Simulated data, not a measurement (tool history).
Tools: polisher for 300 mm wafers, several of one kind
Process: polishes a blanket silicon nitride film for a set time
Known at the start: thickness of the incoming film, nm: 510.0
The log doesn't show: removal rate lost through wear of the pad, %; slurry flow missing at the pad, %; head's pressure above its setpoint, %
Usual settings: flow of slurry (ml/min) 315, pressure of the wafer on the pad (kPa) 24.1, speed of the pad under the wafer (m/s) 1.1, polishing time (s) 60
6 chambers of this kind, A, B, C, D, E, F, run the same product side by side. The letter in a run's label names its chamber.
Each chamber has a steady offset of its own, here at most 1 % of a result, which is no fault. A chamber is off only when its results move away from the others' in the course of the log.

run   hour  flow of slurry (ml/min)  pressure of the wafer on the pad (kPa)  speed of the pad under the wafer (m/s)  polishing time (s)  wafers polished on this pad  hours since the slurry nozzle was cleaned  hours since the head pressure was calibrated  film removed (nm)
       2.8  -- chamber F: worn pad replaced by a new one
 1F    7.1                      315                                    24.1                                     1.1                  60                           52                                        381                                         852.7             108.57
      12.3  -- chamber D: worn pad replaced by a new one
 2B   14.4                      315                                    24.1                                     1.1                  60                         1250                                        153                                         742.9             109.94
      20.1  -- chamber E: worn pad replaced by a new one
 3E     23                      315                                    24.1                                     1.1                  60                           35                                      502.8                                          76.3             107.63
 4C     33                      315                                    24.1                                     1.1                  60                          465                                      388.3                                          83.2             108.18
 5D   38.5                      315                                    24.1                                     1.1                  60                          318                                      336.6                                         377.8             108.24
      45.3  -- chamber B: worn pad replaced by a new one
 6A   47.9                      315                                    24.1                                     1.1                  60                          884                                      167.8                                         480.8             107.61
        57  -- chamber C: worn pad replaced by a new one
 7C   58.8                      315                                    24.1                                     1.1                  60                           22                                      414.1                                           109             107.81
        64  -- chamber A: worn pad replaced by a new one
 8D   70.1                      315                                    24.1                                     1.1                  60                          702                                      368.2                                         409.4             106.62
      73.6  -- chamber F: worn pad replaced by a new one
 9B   75.6                      315                                    24.1                                     1.1                  60                          368                                      214.2                                         804.1              109.5
      76.2  -- chamber F: slurry nozzle cleaned
10A   86.5                      315                                    24.1                                     1.1                  60                          274                                      206.4                                         519.4             109.09
      88.7  -- chamber E: worn pad replaced by a new one
11E     96                      315                                    24.1                                     1.1                  60                           89                                      575.8                                         149.3             106.78
12F  104.9                      220                                    24.1                                    0.98                  60                          381                                       28.8                                         950.5              94.07
     106.2  -- chamber B: slurry nozzle cleaned
13B    115                      220                                    24.1                                    0.98                  60                          847                                        8.9                                         843.5             95.839
14C  120.6                      220                                    24.1                                    0.98                  60                          773                                      475.9                                         170.8             96.672
     127.6  -- chamber C: worn pad replaced by a new one
15D  131.9                      220                                    24.1                                    0.98                  60                         1453                                        430                                         471.2             94.397
     133.4  -- chamber D: worn pad replaced by a new one
16F    137                      220                                    24.1                                    0.98                  60                          771                                       60.9                                         982.6             93.665
     141.5  -- chamber F: worn pad replaced by a new one
17A  142.6                      220                                    24.1                                    0.98                  60                          956                                      262.5                                         575.5             94.111
18E  151.2                      315                                    24.1                                     1.1                  60                          760                                        631                                         204.5              107.3
     153.8  -- chamber A: worn pad replaced by a new one
     154.3  -- chamber B: worn pad replaced by a new one
19A    158                      315                                    24.1                                     1.1                  60                           51                                      277.9                                         590.9             108.66
     162.4  -- chamber B: head pressure recalibrated
     162.8  -- chamber E: worn pad replaced by a new one
20B    164                      315                                    24.1                                     1.1                  60                          117                                       57.9                                           1.6             109.79
21D  173.5                      315                                    24.1                                     1.1                  69                          487                                      471.6                                         512.8             123.43
22E  180.4                      315                                    24.1                                     1.1                  69                          214                                      660.2                                         233.7             122.84
     184.1  -- chamber D: head pressure recalibrated
23F    186                      315                                    24.1                                     1.1                  69                          541                                      109.9                                        1031.6              122.4
24C  195.2                      315                                    24.1                                     1.1                  69                          822                                      550.5                                         245.4             125.45
     199.3  -- chamber C: worn pad replaced by a new one
     199.6  -- chamber D: slurry nozzle cleaned
25E  205.1                      315                                    24.1                                     1.1                  69                          514                                      684.9                                         258.4             122.62
26C  210.6                      315                                    24.1                                     1.1                  69                          138                                      565.9                                         260.8             124.69
     215.8  -- chamber F: worn pad replaced by a new one
27B  217.1                      315                                    24.1                                     1.1                  60                          763                                        111                                          54.7             108.33
28A    225                      315                                    24.1                                     1.1                  60                          865                                      344.9                                         657.9             110.16
       229  -- chamber D: worn pad replaced by a new one
     232.8  -- chamber A: worn pad replaced by a new one
29D  234.9                      315                                    31.7                                     1.1                  70                           71                                       35.3                                          50.9             167.83
     240.1  -- chamber E: worn pad replaced by a new one
30F  243.2                      315                                    31.7                                     1.1                  70                          333                                      167.1                                        1088.8             166.01
31F  253.8                      315                                    31.7                                     1.1                  70                          462                                      177.7                                        1099.4             165.21
32C  264.3                      315                                    31.7                                     1.1                  70                          790                                      619.6                                         314.5             166.28
33D  275.7                      315                                    31.7                                     1.1                  70                          567                                       76.1                                          91.7             163.25
     276.3  -- chamber B: worn pad replaced by a new one
34B  283.9                      315                                    31.7                                     1.1                  70                           93                                      177.8                                         121.5             165.97
35E  292.2                      315                                    24.1                                     1.1                  60                          633                                        772                                         345.5             109.61
36A  302.5                      315                                    24.1                                     1.1                  60                          847                                      422.4                                         735.4             109.13
     310.7  -- chamber A: slurry nozzle cleaned
37D  311.4                      375                                    26.9                                     1.1                  60                         1001                                      111.8                                         127.4             121.22
38A  317.1                      375                                    26.9                                     1.1                  60                         1024                                        6.4                                           750             123.38
       324  -- chamber B: slurry nozzle cleaned
39B  326.7                      375                                    26.9                                     1.1                  60                          613                                        2.7                                         164.3             122.16

All 6 chambers run these settings next. Forecast each chamber's results:
40A  335.1                      315                                    18.6                                     1.1                  60                                                                                                                                        ?
40B  335.1                      315                                    18.6                                     1.1                  60                                                                                                                                        ?
40C  335.1                      315                                    18.6                                     1.1                  60                                                                                                                                        ?
40D  335.1                      315                                    18.6                                     1.1                  60                                                                                                                                        ?
40E  335.1                      315                                    18.6                                     1.1                  60                                                                                                                                        ?
40F  335.1                      315                                    18.6                                     1.1                  60                                                                                                                                        ?

run  film removed (nm)
40A               84.2
40B             84.137
40C              84.61
40D             82.939
40E             82.758
40F             84.189
